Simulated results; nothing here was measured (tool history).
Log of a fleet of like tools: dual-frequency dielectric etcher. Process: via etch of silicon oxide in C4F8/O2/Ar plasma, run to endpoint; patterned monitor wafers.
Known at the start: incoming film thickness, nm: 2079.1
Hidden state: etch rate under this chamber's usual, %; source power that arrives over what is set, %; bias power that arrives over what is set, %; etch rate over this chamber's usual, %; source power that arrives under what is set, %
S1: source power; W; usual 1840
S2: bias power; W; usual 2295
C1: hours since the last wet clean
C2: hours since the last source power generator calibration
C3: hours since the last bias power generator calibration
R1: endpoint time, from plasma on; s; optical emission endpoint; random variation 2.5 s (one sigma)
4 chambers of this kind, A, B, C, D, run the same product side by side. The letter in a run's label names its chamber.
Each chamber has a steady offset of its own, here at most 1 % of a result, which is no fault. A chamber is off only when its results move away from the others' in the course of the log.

run 1A day=0.175 | S1=1840 S2=2295 | C1=176.1 C2=2245.2 C3=1680.4 | R1=407.41
run 2D day=0.383 | S1=1840 S2=2295 | C1=467.8 C2=1440.5 C3=2880.3 | R1=408.95
run 3C day=0.525 | S1=1840 S2=2295 | C1=401.2 C2=4190.0 C3=1823.8 | R1=408.41
run 4B day=0.729 | S1=1840 S2=2295 | C1=459.2 C2=2939.7 C3=2039.8 | R1=409.59
run 5C day=0.875 | S1=1840 S2=2295 | C1=409.6 C2=4198.4 C3=1832.2 | R1=407.87
run 6A day=1.125 | S1=1840 S2=2295 | C1=198.9 C2=2268.0 C3=1703.2 | R1=406.28
-- day=1.421 chamber C: wet clean of the chamber
run 7D day=1.425 | S1=1840 S2=2295 | C1=492.8 C2=1465.5 C3=2905.3 | R1=409.44
run 8B day=1.575 | S1=1840 S2=2295 | C1=479.5 C2=2960.0 C3=2060.1 | R1=408.52
run 9C day=1.883 | S1=1840 S2=2295 | C1=11.2 C2=4222.6 C3=1856.4 | R1=406.82
run 10B day=2.104 | S1=1840 S2=2295 | C1=492.2 C2=2972.7 C3=2072.8 | R1=410.56
-- day=2.200 chamber A: bias power generator calibrated
run 11D day=2.396 | S1=1840 S2=2295 | C1=516.1 C2=1488.8 C3=2928.6 | R1=408.82
run 12A day=2.692 | S1=1840 S2=2295 | C1=236.5 C2=2305.6 C3=11.9 | R1=405.66
run 13A day=2.875 | S1=1840 S2=2295 | C1=240.9 C2=2310.0 C3=16.3 | R1=407.95
-- day=2.888 chamber C: source power generator calibrated
-- day=3.021 chamber D: wet clean of the chamber
run 14D day=3.038 | S1=1840 S2=2295 | C1=0.4 C2=1504.2 C3=2944.0 | R1=392.60
run 15C day=3.233 | S1=1630 S2=1746 | C1=43.6 C2=8.3 C3=1888.8 | R1=462.32
run 16B day=3.508 | S1=1630 S2=1746 | C1=525.9 C2=3006.4 C3=2106.5 | R1=467.61
run 17D day=3.704 | S1=1630 S2=1746 | C1=16.4 C2=1520.2 C3=2960.0 | R1=447.52
run 18C day=3.954 | S1=1630 S2=1746 | C1=60.9 C2=25.6 C3=1906.1 | R1=462.96
run 19B day=4.167 | S1=1840 S2=2640 | C1=541.7 C2=3022.2 C3=2122.3 | R1=394.47
run 20A day=4.458 | S1=1840 S2=2640 | C1=278.9 C2=2348.0 C3=54.3 | R1=387.72
run 21D day=4.671 | S1=1840 S2=2640 | C1=39.6 C2=1543.4 C3=2983.2 | R1=379.39
run 22A day=4.912 | S1=1840 S2=2640 | C1=289.8 C2=2358.9 C3=65.2 | R1=388.01
run 23B day=5.154 | S1=1840 S2=2295 | C1=565.4 C2=3045.9 C3=2146.0 | R1=406.99
run 24C day=5.404 | S1=1840 S2=2295 | C1=95.7 C2=60.4 C3=1940.9 | R1=408.48
run 25C day=5.592 | S1=1840 S2=2295 | C1=100.2 C2=64.9 C3=1945.4 | R1=408.59
run 26B day=5.758 | S1=1840 S2=2295 | C1=579.9 C2=3060.4 C3=2160.5 | R1=414.88
run 27A day=5.908 | S1=1840 S2=2295 | C1=313.7 C2=2382.8 C3=89.1 | R1=402.20
run 28D day=6.146 | S1=1840 S2=2295 | C1=75.0 C2=1578.8 C3=3018.6 | R1=388.41
run 29B day=6.342 | S1=1840 S2=2295 | C1=593.9 C2=3074.4 C3=2174.5 | R1=410.70
run 30A day=6.642 | S1=1840 S2=2295 | C1=331.3 C2=2400.4 C3=106.7 | R1=409.49
-- day=6.733 chamber B: wet clean of the chamber
run 31D day=6.838 | S1=1840 S2=2295 | C1=91.6 C2=1595.4 C3=3035.2 | R1=393.70
run 32C day=7.121 | S1=1840 S2=2295 | C1=136.9 C2=101.6 C3=1982.1 | R1=404.49
run 33C day=7.275 | S1=1840 S2=1806 | C1=140.6 C2=105.3 C3=1985.8 | R1=445.09
run 34B day=7.538 | S1=1840 S2=1806 | C1=19.4 C2=3103.1 C3=2203.2 | R1=436.85
run 35A day=7.721 | S1=1840 S2=1806 | C1=357.2 C2=2426.3 C3=132.6 | R1=436.59
run 36D day=7.975 | S1=1840 S2=1806 | C1=118.9 C2=1622.7 C3=3062.5 | R1=420.17
run 37C day=8.117 | S1=1840 S2=2295 | C1=160.8 C2=125.5 C3=2006.0 | R1=408.45
run 38D day=8.375 | S1=1840 S2=2295 | C1=128.5 C2=1632.3 C3=3072.1 | R1=390.38
run 39A day=8.629 | S1=2100 S2=2695 | C1=379.0 C2=2448.1 C3=154.4 | R1=366.72
run 40B day=8.817 | S1=2100 S2=2695 | C1=50.1 C2=3133.8 C3=2233.9 | R1=369.37

Next, every chamber runs the same settings. What will each give?
run 41A day=9.038 | S1=1840 S2=2503 | R1=?
run 41B day=9.038 | S1=1840 S2=2503 | R1=?
run 41C day=9.038 | S1=1840 S2=2503 | R1=?
run 41D day=9.038 | S1=1840 S2=2503 | R1=?

run=41A R1=395.52
run=41B R1=401.03
run=41C R1=396.73
run=41D R1=380.10
